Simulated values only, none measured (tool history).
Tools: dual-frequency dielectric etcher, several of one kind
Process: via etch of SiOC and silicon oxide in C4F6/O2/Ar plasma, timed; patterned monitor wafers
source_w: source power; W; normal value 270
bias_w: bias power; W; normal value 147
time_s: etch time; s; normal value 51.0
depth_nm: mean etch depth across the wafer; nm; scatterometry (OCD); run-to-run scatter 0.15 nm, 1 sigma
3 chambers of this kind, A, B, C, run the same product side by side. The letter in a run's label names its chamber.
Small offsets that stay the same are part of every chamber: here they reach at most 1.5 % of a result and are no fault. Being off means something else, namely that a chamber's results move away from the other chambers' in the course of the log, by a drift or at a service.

run     day  source_w  bias_w  time_s  read-back reference wafer on the same gauge, depth_nm  depth_nm
 1B   0.504       270     147    51.0                                                 37.200    46.089
 2A   0.929       270     147    51.0                                                 37.184    46.929
      1.367  -- chamber B: wet clean of the chamber
 3C   1.379       270     147    51.0                                                 37.239    45.388
 4A   1.746       270     147    51.0                                                 37.206    46.811
      2.083  -- chamber B: source power generator calibrated
 5B   2.150       300     147    51.0                                                 37.206    47.690
 6C   2.396       300     147    51.0                                                 37.205    47.573
 7C   2.717       300     147    51.0                                                 37.189    47.646
 8A   3.112       330     147    37.5                                                 37.235    37.157
 9B   3.350       330     147    37.5                                                 37.225    36.427
      3.679  -- chamber A: wet clean of the chamber
10A   3.767       330     147    37.5                                                 37.206    37.269
11C   4.238       270     147    51.0                                                 37.227    45.808
12B   4.538       270     147    51.0                                                 37.219    45.876
13B   5.062       270     147    51.0                                                 37.201    45.568
14C   5.350       240     147    64.0                                                 37.204    54.667
15A   5.829       240     147    64.0                                                 37.186    55.911
16A   6.192       240     147    64.0                                                 37.215    56.025
17B   6.433       270     130    56.0                                                 37.208    48.463
      6.633  -- chamber C: source power generator calibrated
18C   6.750       270     130    56.0                                                 37.155    48.155
19B   7.162       270     130    56.0                                                 37.182    48.932
20C   7.558       270     147    51.0                                                 37.190    45.262
21A   7.962       270     147    51.0                                                 37.175    46.751
22A   8.267       270     147    51.0                                                 37.178    46.867
23C   8.588       270     147    51.0                                                 37.196    45.019
24B   8.988       270     147    51.0                                                 37.174    45.751
25C   9.458       270     147    51.0                                                 37.232    44.753
26B   9.921       240     174    51.0                                                 37.206    46.354
27A  10.250       240     174    51.0                                                 37.169    47.188
28B  10.671       240     174    51.0                                                 37.194    46.552
29C  11.058       270     147    51.0                                                 37.202    44.623
30A  11.404       210     175    51.0                                                 37.188    44.866
31C  11.692       210     175    51.0                                                 37.190    42.668
32A  12.092       210     175    51.0                                                 37.193    44.747
33B  12.554       270     174    51.0                                                 37.207    48.481
34A  12.900       270     174    51.0                                                 37.230    49.184
35B  13.162       270     174    51.0                                                 37.182    48.245
36C  13.575       270     147    51.0                                                 37.177    44.092
37A  13.979       270     147    51.0                                                 37.211    46.888
38C  14.296       270     147    51.0                                                 37.216    44.109
39B  14.571       270     147    51.0                                                 37.187    46.221

For the next run the whole fleet of 3 chambers uses the same settings. Give each chamber's results:
40A  14.958       310     147    51.0                                                                ?
40B  14.958       310     147    51.0                                                                ?
40C  14.958       310     147    51.0                                                                ?

run  depth_nm
40A    49.331
40B    48.725
40C    46.661
